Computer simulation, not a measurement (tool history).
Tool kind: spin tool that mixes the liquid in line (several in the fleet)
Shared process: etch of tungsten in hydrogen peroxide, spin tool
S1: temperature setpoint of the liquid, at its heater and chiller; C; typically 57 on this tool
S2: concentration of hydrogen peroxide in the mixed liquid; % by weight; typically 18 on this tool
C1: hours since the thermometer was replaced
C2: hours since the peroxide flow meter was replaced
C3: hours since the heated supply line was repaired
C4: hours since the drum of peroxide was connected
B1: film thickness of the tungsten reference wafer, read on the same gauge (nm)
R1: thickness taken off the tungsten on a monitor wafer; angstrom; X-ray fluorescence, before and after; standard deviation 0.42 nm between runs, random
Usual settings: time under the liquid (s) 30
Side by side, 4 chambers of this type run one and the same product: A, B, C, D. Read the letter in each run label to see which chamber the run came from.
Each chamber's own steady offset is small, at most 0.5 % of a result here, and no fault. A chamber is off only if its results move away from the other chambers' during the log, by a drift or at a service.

{"run": "1B", "hour": 5.7, "S1": 57, "S2": 18, "time under the liquid (s)": 30, "C1": 355.1, "C2": 576.1, "C3": 2353.3, "C4": 343.7, "B1": 80.024, "R1": 426.82}
{"hour": 9.0, "done": "chamber B: heated supply line repaired"}
{"run": "2D", "hour": 10.8, "S1": 57, "S2": 18, "time under the liquid (s)": 30, "C1": 450.7, "C2": 537.4, "C3": 989.7, "C4": 147.8, "B1": 80.035, "R1": 426.04}
{"run": "3A", "hour": 17.4, "S1": 57, "S2": 18, "time under the liquid (s)": 30, "C1": 836.4, "C2": 1037.1, "C3": 282.2, "C4": 959.7, "B1": 80.021, "R1": 423.14}
{"run": "4C", "hour": 22.6, "S1": 57, "S2": 18, "time under the liquid (s)": 30, "C1": 1347.7, "C2": 1114.9, "C3": 2761.4, "C4": 271.7, "B1": 79.968, "R1": 421.42}
{"run": "5A", "hour": 31.8, "S1": 57, "S2": 18, "time under the liquid (s)": 30, "C1": 850.8, "C2": 1051.5, "C3": 296.6, "C4": 974.1, "B1": 79.988, "R1": 421.25}
{"run": "6B", "hour": 36.6, "S1": 57, "S2": 18, "time under the liquid (s)": 30, "C1": 386, "C2": 607, "C3": 27.7, "C4": 374.6, "B1": 79.988, "R1": 429.8}
{"run": "7D", "hour": 42.1, "S1": 57, "S2": 18, "time under the liquid (s)": 15, "C1": 482, "C2": 568.7, "C3": 1021, "C4": 179.1, "B1": 79.992, "R1": 212.57}
{"hour": 43.5, "done": "chamber A: thermometer replaced"}
{"run": "8C", "hour": 46.8, "S1": 57, "S2": 18, "time under the liquid (s)": 15, "C1": 1371.9, "C2": 1139.1, "C3": 2785.6, "C4": 295.9, "B1": 80.007, "R1": 212.93}
{"hour": 47.0, "done": "chamber C: thermometer replaced"}
{"run": "9D", "hour": 51.2, "S1": 57, "S2": 18, "time under the liquid (s)": 15, "C1": 491.1, "C2": 577.8, "C3": 1030.1, "C4": 188.2, "B1": 80.02, "R1": 209.92}
{"run": "10B", "hour": 59.9, "S1": 57, "S2": 18, "time under the liquid (s)": 15, "C1": 409.3, "C2": 630.3, "C3": 51, "C4": 397.9, "B1": 80.014, "R1": 211.38}
{"run": "11C", "hour": 64.9, "S1": 57, "S2": 18, "time under the liquid (s)": 30, "C1": 18, "C2": 1157.2, "C3": 2803.7, "C4": 314, "B1": 80.05, "R1": 419.9}
{"run": "12A", "hour": 73.7, "S1": 57, "S2": 18, "time under the liquid (s)": 30, "C1": 30.2, "C2": 1093.4, "C3": 338.5, "C4": 1016, "B1": 80.016, "R1": 408.64}
{"run": "13C", "hour": 82.8, "S1": 57, "S2": 14.5, "time under the liquid (s)": 30, "C1": 35.9, "C2": 1175.1, "C3": 2821.6, "C4": 331.9, "B1": 80.001, "R1": 381.75}
{"run": "14B", "hour": 91.3, "S1": 57, "S2": 14.5, "time under the liquid (s)": 30, "C1": 440.7, "C2": 661.7, "C3": 82.4, "C4": 429.3, "B1": 80.039, "R1": 383.45}
{"run": "15D", "hour": 96.6, "S1": 57, "S2": 14.5, "time under the liquid (s)": 30, "C1": 536.5, "C2": 623.2, "C3": 1075.5, "C4": 233.6, "B1": 80.024, "R1": 374.06}
{"run": "16A", "hour": 102.7, "S1": 57, "S2": 14.5, "time under the liquid (s)": 30, "C1": 59.2, "C2": 1122.4, "C3": 367.5, "C4": 1045, "B1": 79.998, "R1": 377.34}
{"run": "17D", "hour": 107.3, "S1": 57, "S2": 18, "time under the liquid (s)": 30, "C1": 547.2, "C2": 633.9, "C3": 1086.2, "C4": 244.3, "B1": 79.974, "R1": 421.55}
{"run": "18A", "hour": 114.4, "S1": 57, "S2": 18, "time under the liquid (s)": 30, "C1": 70.9, "C2": 1134.1, "C3": 379.2, "C4": 1056.7, "B1": 80.037, "R1": 421.85}
{"run": "19C", "hour": 123.7, "S1": 57, "S2": 18, "time under the liquid (s)": 45, "C1": 76.8, "C2": 1216, "C3": 2862.5, "C4": 372.8, "B1": 79.978, "R1": 634.97}
{"run": "20B", "hour": 129.9, "S1": 57, "S2": 18, "time under the liquid (s)": 45, "C1": 479.3, "C2": 700.3, "C3": 121, "C4": 467.9, "B1": 80.027, "R1": 639.6}
{"run": "21C", "hour": 137.1, "S1": 57, "S2": 18, "time under the liquid (s)": 45, "C1": 90.2, "C2": 1229.4, "C3": 2875.9, "C4": 386.2, "B1": 80.026, "R1": 646.9}
{"run": "22B", "hour": 145.7, "S1": 57, "S2": 18, "time under the liquid (s)": 45, "C1": 495.1, "C2": 716.1, "C3": 136.8, "C4": 483.7, "B1": 79.97, "R1": 636.18}
{"run": "23A", "hour": 155.0, "S1": 57, "S2": 18, "time under the liquid (s)": 30, "C1": 111.5, "C2": 1174.7, "C3": 419.8, "C4": 1097.3, "B1": 80.01, "R1": 417.77}
{"run": "24D", "hour": 160.2, "S1": 57, "S2": 18, "time under the liquid (s)": 30, "C1": 600.1, "C2": 686.8, "C3": 1139.1, "C4": 297.2, "B1": 80.029, "R1": 422.72}
{"run": "25C", "hour": 166.2, "S1": 57, "S2": 18, "time under the liquid (s)": 30, "C1": 119.3, "C2": 1258.5, "C3": 2905, "C4": 415.3, "B1": 80.016, "R1": 427.86}
{"run": "26B", "hour": 174.8, "S1": 57, "S2": 14, "time under the liquid (s)": 25, "C1": 524.2, "C2": 745.2, "C3": 165.9, "C4": 512.8, "B1": 80.027, "R1": 309.52}
{"run": "27D", "hour": 182.7, "S1": 57, "S2": 14, "time under the liquid (s)": 25, "C1": 622.6, "C2": 709.3, "C3": 1161.6, "C4": 319.7, "B1": 79.998, "R1": 309.81}
{"run": "28A", "hour": 188.6, "S1": 57, "S2": 14, "time under the liquid (s)": 25, "C1": 145.1, "C2": 1208.3, "C3": 453.4, "C4": 1130.9, "B1": 79.975, "R1": 309.01}
{"hour": 193.4, "done": "chamber A: peroxide flow meter replaced"}
{"run": "29D", "hour": 194.2, "S1": 57, "S2": 14, "time under the liquid (s)": 25, "C1": 634.1, "C2": 720.8, "C3": 1173.1, "C4": 331.2, "B1": 80.015, "R1": 309.04}
{"run": "30A", "hour": 200.0, "S1": 57, "S2": 18, "time under the liquid (s)": 30, "C1": 156.5, "C2": 6.7, "C3": 464.8, "C4": 1142.3, "B1": 79.988, "R1": 418.38}
{"run": "31C", "hour": 208.1, "S1": 57, "S2": 18, "time under the liquid (s)": 30, "C1": 161.2, "C2": 1300.4, "C3": 2946.9, "C4": 457.2, "B1": 80.01, "R1": 427.99}
{"run": "32B", "hour": 213.3, "S1": 57, "S2": 18, "time under the liquid (s)": 30, "C1": 562.7, "C2": 783.7, "C3": 204.4, "C4": 551.3, "B1": 80.025, "R1": 426.75}
{"hour": 220.5, "done": "chamber C: new drum of peroxide connected"}
{"run": "33A", "hour": 221.7, "S1": 57, "S2": 18, "time under the liquid (s)": 30, "C1": 178.2, "C2": 28.4, "C3": 486.5, "C4": 1164, "B1": 79.992, "R1": 417.7}
{"run": "34D", "hour": 227.6, "S1": 57, "S2": 18, "time under the liquid (s)": 30, "C1": 667.5, "C2": 754.2, "C3": 1206.5, "C4": 364.6, "B1": 79.941, "R1": 420.8}
{"run": "35C", "hour": 236.7, "S1": 57, "S2": 23, "time under the liquid (s)": 15, "C1": 189.8, "C2": 1329, "C3": 2975.5, "C4": 16.3, "B1": 80.012, "R1": 240.32}
{"run": "36B", "hour": 245.6, "S1": 57, "S2": 23, "time under the liquid (s)": 15, "C1": 595, "C2": 816, "C3": 236.7, "C4": 583.6, "B1": 79.96, "R1": 236.26}
{"run": "37B", "hour": 252.4, "S1": 57, "S2": 23, "time under the liquid (s)": 15, "C1": 601.8, "C2": 822.8, "C3": 243.5, "C4": 590.4, "B1": 79.99, "R1": 240.11}
{"run": "38D", "hour": 261.6, "S1": 57, "S2": 23, "time under the liquid (s)": 15, "C1": 701.5, "C2": 788.2, "C3": 1240.5, "C4": 398.6, "B1": 79.985, "R1": 239.39}
{"run": "39C", "hour": 266.2, "S1": 57, "S2": 18, "time under the liquid (s)": 30, "C1": 219.3, "C2": 1358.5, "C3": 3005, "C4": 45.8, "B1": 79.993, "R1": 422.87}
{"run": "40A", "hour": 274.1, "S1": 57, "S2": 18, "time under the liquid (s)": 30, "C1": 230.6, "C2": 80.8, "C3": 538.9, "C4": 1216.4, "B1": 80.005, "R1": 426.99}
{"run": "41A", "hour": 279.9, "S1": 64.5, "S2": 18, "time under the liquid (s)": 15, "C1": 236.4, "C2": 86.6, "C3": 544.7, "C4": 1222.2, "B1": 79.987, "R1": 317.31}
{"run": "42B", "hour": 284.3, "S1": 64.5, "S2": 18, "time under the liquid (s)": 15, "C1": 633.7, "C2": 854.7, "C3": 275.4, "C4": 622.3, "B1": 80.037, "R1": 331.4}
{"run": "43C", "hour": 289.9, "S1": 64.5, "S2": 18, "time under the liquid (s)": 15, "C1": 243, "C2": 1382.2, "C3": 3028.7, "C4": 69.5, "B1": 79.995, "R1": 328.71}

Predict what each chamber gives when all 4 of them run the settings below next.
{"run": "44A", "hour": 297.1, "S1": 57, "S2": 18, "time under the liquid (s)": 30, "R1": "?"}
{"run": "44B", "hour": 297.1, "S1": 57, "S2": 18, "time under the liquid (s)": 30, "R1": "?"}
{"run": "44C", "hour": 297.1, "S1": 57, "S2": 18, "time under the liquid (s)": 30, "R1": "?"}
{"run": "44D", "hour": 297.1, "S1": 57, "S2": 18, "time under the liquid (s)": 30, "R1": "?"}

run=44A R1=424.1
run=44B R1=420.33
run=44C R1=418.62
run=44D R1=422.74

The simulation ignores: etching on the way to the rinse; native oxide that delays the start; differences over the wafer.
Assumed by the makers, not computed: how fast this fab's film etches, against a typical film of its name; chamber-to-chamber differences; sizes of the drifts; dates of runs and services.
